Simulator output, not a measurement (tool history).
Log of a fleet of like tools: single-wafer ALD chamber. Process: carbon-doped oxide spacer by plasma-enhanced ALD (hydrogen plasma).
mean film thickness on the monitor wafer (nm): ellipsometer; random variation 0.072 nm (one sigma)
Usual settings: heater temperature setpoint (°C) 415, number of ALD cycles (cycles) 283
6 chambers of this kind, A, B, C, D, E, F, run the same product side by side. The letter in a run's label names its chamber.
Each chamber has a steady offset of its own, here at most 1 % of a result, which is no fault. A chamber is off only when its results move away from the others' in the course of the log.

| run | hour | heater temperature setpoint (°C) | number of ALD cycles (cycles) | read-back reference wafer on the same gauge, thickness_nm | mean film thickness on the monitor wafer (nm) |
|---|---|---|---|---|---|
| 1C | 11.9 | 415 | 283 | 13.815 | 13.412 |
|  | 24.6 | chamber D: thermocouple changed; heater temperature recalibrated |
| 2E | 27.8 | 415 | 283 | 13.794 | 13.589 |
| 3B | 37.4 | 415 | 283 | 13.804 | 13.551 |
| 4A | 44.7 | 415 | 283 | 13.804 | 13.755 |
| 5F | 54.3 | 415 | 283 | 13.806 | 13.712 |
| 6D | 64.8 | 415 | 283 | 13.789 | 13.46 |
| 7E | 72.4 | 415 | 283 | 13.803 | 13.485 |
| 8A | 87.2 | 415 | 283 | 13.799 | 13.539 |
| 9B | 96.2 | 415 | 283 | 13.813 | 13.466 |
| 10D | 108.2 | 415 | 283 | 13.776 | 13.492 |
| 11C | 119.9 | 415 | 283 | 13.796 | 13.484 |
| 12F | 133.3 | 415 | 283 | 13.806 | 13.547 |
| 13C | 141.9 | 415 | 283 | 13.794 | 13.415 |
| 14B | 154.7 | 415 | 283 | 13.791 | 13.332 |
| 15D | 165.2 | 415 | 283 | 13.797 | 13.46 |
| 16A | 172.7 | 415 | 283 | 13.791 | 13.526 |
| 17F | 185.7 | 415 | 283 | 13.797 | 13.559 |
| 18E | 194.5 | 415 | 283 | 13.807 | 13.417 |
| 19E | 202.6 | 415 | 283 | 13.795 | 13.497 |
| 20B | 216.8 | 415 | 283 | 13.806 | 13.364 |
| 21D | 230 | 415 | 283 | 13.788 | 13.529 |
| 22F | 238.5 | 403 | 245 | 13.796 | 12.149 |
| 23A | 252.1 | 403 | 245 | 13.806 | 12.232 |
| 24C | 268.4 | 403 | 245 | 13.795 | 12.081 |
| 25F | 283.9 | 403 | 245 | 13.794 | 12.239 |
| 26B | 292.3 | 403 | 245 | 13.808 | 12.02 |
| 27A | 303.9 | 403 | 245 | 13.781 | 12.231 |
| 28C | 312.6 | 415 | 283 | 13.804 | 13.541 |
| 29E | 329.1 | 415 | 283 | 13.785 | 13.407 |
| 30D | 341.6 | 415 | 306 | 13.807 | 14.487 |
| 31B | 350.9 | 415 | 306 | 13.806 | 14.712 |
| 32C | 365.7 | 415 | 306 | 13.79 | 14.591 |
|  | 376.7 | chamber E: thermocouple changed; heater temperature recalibrated |
| 33F | 380.4 | 415 | 306 | 13.813 | 14.688 |
| 34D | 394.8 | 415 | 306 | 13.791 | 14.425 |
| 35A | 411 | 415 | 306 | 13.796 | 14.814 |
| 36E | 427 | 409 | 332 | 13.798 | 16.159 |
| 37A | 437.6 | 409 | 332 | 13.794 | 16.314 |
| 38E | 453.7 | 409 | 332 | 13.804 | 16.041 |
| 39D | 464 | 409 | 332 | 13.773 | 16.022 |
| 40B | 473.7 | 409 | 332 | 13.809 | 16.02 |

What goes on in this fleet: one chamber off, a drifting gauge, or nothing beyond the chambers' own small offsets? Name the chamber and the cause, if any.

No chamber stands off beyond its own small offset, and the gauge holds steady.
